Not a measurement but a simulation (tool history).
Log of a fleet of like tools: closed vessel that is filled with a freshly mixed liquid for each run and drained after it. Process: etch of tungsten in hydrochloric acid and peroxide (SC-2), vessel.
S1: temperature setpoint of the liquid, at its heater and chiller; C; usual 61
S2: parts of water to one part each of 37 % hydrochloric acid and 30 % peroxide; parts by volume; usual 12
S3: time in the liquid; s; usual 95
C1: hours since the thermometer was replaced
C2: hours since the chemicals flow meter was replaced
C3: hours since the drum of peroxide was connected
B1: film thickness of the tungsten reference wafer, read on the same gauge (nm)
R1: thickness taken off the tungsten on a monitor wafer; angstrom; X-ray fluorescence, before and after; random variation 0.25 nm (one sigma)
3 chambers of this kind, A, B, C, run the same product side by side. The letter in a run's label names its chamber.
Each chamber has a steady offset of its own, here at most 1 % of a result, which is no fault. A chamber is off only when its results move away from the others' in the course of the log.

| run | hour | S1 | S2 | S3 | C1 | C2 | C3 | B1 | R1 |
|---|---|---|---|---|---|---|---|---|---|
| 1A | 6.5 | 61 | 12 | 95 | 1900.7 | 536.9 | 172.3 | 100.01 | 360.37 |
| 2B | 12.8 | 61 | 12 | 95 | 2064.8 | 1943.3 | 189 | 100.02 | 359.63 |
| 3C | 26.5 | 61 | 12 | 95 | 494.2 | 807.2 | 125.4 | 100.01 | 352.77 |
| 4B | 36.2 | 61 | 12 | 95 | 2088.2 | 1966.7 | 212.4 | 100.02 | 360.64 |
| 5A | 47 | 61 | 12 | 95 | 1941.2 | 577.4 | 212.8 | 100.03 | 358.04 |
| 6C | 58.1 | 61 | 12 | 95 | 525.8 | 838.8 | 157 | 100 | 357.23 |
| 7C | 72.7 | 61 | 12 | 95 | 540.4 | 853.4 | 171.6 | 100.01 | 357.72 |
| 8A | 86.9 | 61 | 12 | 95 | 1981.1 | 617.3 | 252.7 | 100.01 | 354.34 |
| 9B | 97.1 | 61 | 12 | 95 | 2149.1 | 2027.6 | 273.3 | 99.988 | 361.27 |
| 10A | 110.5 | 61 | 12 | 95 | 2004.7 | 640.9 | 276.3 | 99.994 | 362.17 |
| 11C | 124.5 | 61 | 12 | 95 | 592.2 | 905.2 | 223.4 | 99.965 | 348.69 |
| 12B | 137.9 | 61 | 12 | 95 | 2189.9 | 2068.4 | 314.1 | 100.01 | 359.47 |
| 13A | 145.8 | 61 | 12 | 95 | 2040 | 676.2 | 311.6 | 100.01 | 359.01 |
|  | 146.6 | chamber B: thermometer replaced |
| 14B | 157.8 | 61 | 12 | 95 | 11.3 | 2088.3 | 334 | 100.02 | 357.85 |
| 15C | 169 | 61 | 12 | 95 | 636.7 | 949.7 | 267.9 | 99.978 | 346.41 |
| 16A | 175.8 | 55.5 | 12 | 55 | 2070 | 706.2 | 341.6 | 99.986 | 145.81 |
| 17C | 189.8 | 55.5 | 12 | 55 | 657.5 | 970.5 | 288.7 | 99.987 | 141.66 |
| 18B | 200.4 | 55.5 | 12 | 55 | 53.9 | 2130.9 | 376.6 | 99.996 | 147.28 |
| 19C | 207.7 | 61 | 12 | 95 | 675.4 | 988.4 | 306.6 | 99.978 | 342.94 |
| 20B | 218.5 | 61 | 12 | 95 | 72 | 2149 | 394.7 | 99.994 | 361.27 |
| 21A | 225.4 | 61 | 12 | 95 | 2119.6 | 755.8 | 391.2 | 100.02 | 356.32 |
|  | 233 | chamber A: thermometer replaced |
| 22C | 239.6 | 61 | 12 | 95 | 707.3 | 1020.3 | 338.5 | 100 | 337.79 |
| 23B | 253.6 | 61 | 14.5 | 55 | 107.1 | 2184.1 | 429.8 | 99.989 | 177.5 |
| 24A | 266.9 | 61 | 14.5 | 55 | 33.9 | 797.3 | 432.7 | 99.999 | 176.55 |
| 25A | 280.8 | 61 | 14.5 | 55 | 47.8 | 811.2 | 446.6 | 100.01 | 175.56 |
| 26B | 289.2 | 61 | 12 | 95 | 142.7 | 2219.7 | 465.4 | 100.02 | 359.51 |
| 27C | 299.1 | 61 | 12 | 95 | 766.8 | 1079.8 | 398 | 99.984 | 331.41 |
| 28B | 309.5 | 61 | 12 | 95 | 163 | 2240 | 485.7 | 100.01 | 361.28 |
| 29A | 320 | 61 | 12 | 95 | 87 | 850.4 | 485.8 | 99.992 | 357.52 |

Is one chamber off against the others, does the gauge drift, or is nothing wrong? If a chamber is off, say which, and what the likeliest cause is.

Chamber C drifts away from the others.
Cause: liquid colder than its thermometer reads (K) = 1.12.
The log may not tell that from: chemicals flow below the setpoint (%); peroxide weaker than its label (%).

Here are 4 candidates for chamber C's next run, each the usual settings with a change, their results left as question marks. Which one brings its results back in line with what the others give on the usual settings?
In line means no further than this from the other chambers' mean on the usual settings: R1 8.8 angstrom
| 30C-1 | 330.5 | 61 | 12.5 | 90 |  |  |  |  | ? |
| 30C-2 | 330.5 | 60.5 | 12 | 95 |  |  |  |  | ? |
| 30C-3 | 330.5 | 61.5 | 12 | 100 |  |  |  |  | ? |
| 30C-4 | 330.5 | 61.5 | 12 | 95 |  |  |  |  | ? |

The other chambers' mean on the usual settings: R1 358.62 angstrom
| run | R1 |
|---|---|
| 30C-1 | 302.45 |
| 30C-2 | 320.71 |
| 30C-3 | 359.01 |
| 30C-4 | 341.06 |
30C-3 brings the chamber back in line.
